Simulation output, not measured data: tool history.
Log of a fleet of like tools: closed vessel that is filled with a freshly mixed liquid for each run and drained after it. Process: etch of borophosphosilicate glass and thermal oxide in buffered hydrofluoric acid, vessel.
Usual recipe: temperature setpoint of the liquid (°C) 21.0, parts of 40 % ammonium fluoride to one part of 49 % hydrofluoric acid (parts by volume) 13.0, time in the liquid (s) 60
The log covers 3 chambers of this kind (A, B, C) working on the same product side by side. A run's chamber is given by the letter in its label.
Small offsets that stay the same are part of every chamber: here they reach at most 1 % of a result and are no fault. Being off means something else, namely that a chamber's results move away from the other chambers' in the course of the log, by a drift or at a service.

run   hour  temperature setpoint of the liquid (°C)  parts of 40 % ammonium fluoride to one part of 49 % hydrofluoric acid (parts by volume)  time in the liquid (s)  hours since the thermometer was replaced  hours since the hydrofluoric acid flow meter was replaced  read-back film thickness of the borophosphosilicate glass reference wafer, read on the same gauge (nm)  read-back film thickness of the thermal oxide reference wafer, read on the same gauge (nm)  thickness taken off the borophosphosilicate glass on a monitor wafer (Å)  thickness taken off the thermal oxide on a monitor wafer (Å)
 1A    6.4                                     21.0                                                                                     13.0                      60                                     985.5                                                      963.6                                                                                                  69.987                                                                                      130.00                                                                   1260.10                                                        469.39
 2C   11.2                                     21.0                                                                                     13.0                      60                                     323.5                                                     1802.1                                                                                                  70.005                                                                                      129.98                                                                   1257.00                                                        477.14
 3B   17.9                                     21.0                                                                                     13.0                      60                                     299.2                                                     1219.4                                                                                                  69.964                                                                                      130.02                                                                   1244.70                                                        468.50
 4A   24.6                                     21.0                                                                                     13.0                      60                                    1003.7                                                      981.8                                                                                                  70.002                                                                                      130.03                                                                   1266.20                                                        469.12
 5C   29.8                                     21.0                                                                                     13.0                      60                                     342.1                                                     1820.7                                                                                                  70.005                                                                                      130.00                                                                   1269.80                                                        473.28
 6B   35.5                                     21.0                                                                                     13.0                      60                                     316.8                                                     1237.0                                                                                                  69.997                                                                                      130.02                                                                   1254.10                                                        458.73
 7C   39.4                                     21.0                                                                                     13.0                      60                                     351.7                                                     1830.3                                                                                                  70.013                                                                                      130.02                                                                   1247.60                                                        461.24
      41.8  -- chamber C: hydrofluoric acid flow meter replaced
 8B   43.4                                     21.0                                                                                     13.0                      60                                     324.7                                                     1244.9                                                                                                  69.999                                                                                      130.00                                                                   1239.70                                                        469.96
 9A   46.9                                     21.0                                                                                     13.0                      60                                    1026.0                                                     1004.1                                                                                                  69.979                                                                                      130.01                                                                   1265.60                                                        463.01
10C   52.9                                     21.0                                                                                     10.5                      60                                     365.2                                                       11.1                                                                                                  70.017                                                                                      130.03                                                                   1545.70                                                        568.65
11B   57.9                                     21.0                                                                                     10.5                      60                                     339.2                                                     1259.4                                                                                                  69.992                                                                                      130.06                                                                   1528.20                                                        586.71
12A   62.9                                     21.0                                                                                     10.5                      60                                    1042.0                                                     1020.1                                                                                                  70.003                                                                                      129.99                                                                   1558.50                                                        579.27
13B   68.4                                     17.5                                                                                     13.0                      60                                     349.7                                                     1269.9                                                                                                  69.974                                                                                      130.02                                                                   1012.40                                                        378.16
14C   71.4                                     17.5                                                                                     13.0                      60                                     383.7                                                       29.6                                                                                                  70.023                                                                                      130.02                                                                   1031.80                                                        383.62
15A   76.1                                     17.5                                                                                     13.0                      60                                    1055.2                                                     1033.3                                                                                                  70.010                                                                                      130.01                                                                   1031.60                                                        385.43
16A   81.7                                     21.0                                                                                     13.0                      60                                    1060.8                                                     1038.9                                                                                                  69.997                                                                                      129.98                                                                   1263.60                                                        463.57
17B   87.0                                     21.0                                                                                     13.0                      60                                     368.3                                                     1288.5                                                                                                  69.981                                                                                      130.00                                                                   1239.90                                                        468.02
18C   91.4                                     21.0                                                                                     13.0                      60                                     403.7                                                       49.6                                                                                                  70.000                                                                                      129.95                                                                   1259.20                                                        467.22
19C   98.1                                     21.0                                                                                     13.0                      60                                     410.4                                                       56.3                                                                                                  70.040                                                                                      130.02                                                                   1264.60                                                        460.31
20A  101.5                                     21.0                                                                                     13.0                      60                                    1080.6                                                     1058.7                                                                                                  69.987                                                                                      129.96                                                                   1251.60                                                        463.87
21B  107.5                                     21.0                                                                                     13.0                      60                                     388.8                                                     1309.0                                                                                                  69.974                                                                                      130.00                                                                   1248.70                                                        464.78
22A  113.8                                     21.0                                                                                     13.0                      60                                    1092.9                                                     1071.0                                                                                                  69.974                                                                                      129.97                                                                   1272.10                                                        463.41
23C  117.5                                     21.0                                                                                     13.0                      60                                     429.8                                                       75.7                                                                                                  69.991                                                                                      130.00                                                                   1257.30                                                        468.87
24B  124.2                                     21.0                                                                                     13.0                      60                                     405.5                                                     1325.7                                                                                                  69.971                                                                                      129.99                                                                   1233.90                                                        476.07
25A  130.7                                     17.0                                                                                     13.0                      45                                    1109.8                                                     1087.9                                                                                                  69.997                                                                                      129.99                                                                    760.31                                                        280.71

Is one chamber out of step, is the gauge drifting, or do the chambers differ by no more than their own small offsets? For an off chamber, give its letter and the likeliest cause.

Neither any chamber nor the gauge drifts; the chambers differ only by their own small, steady offsets.
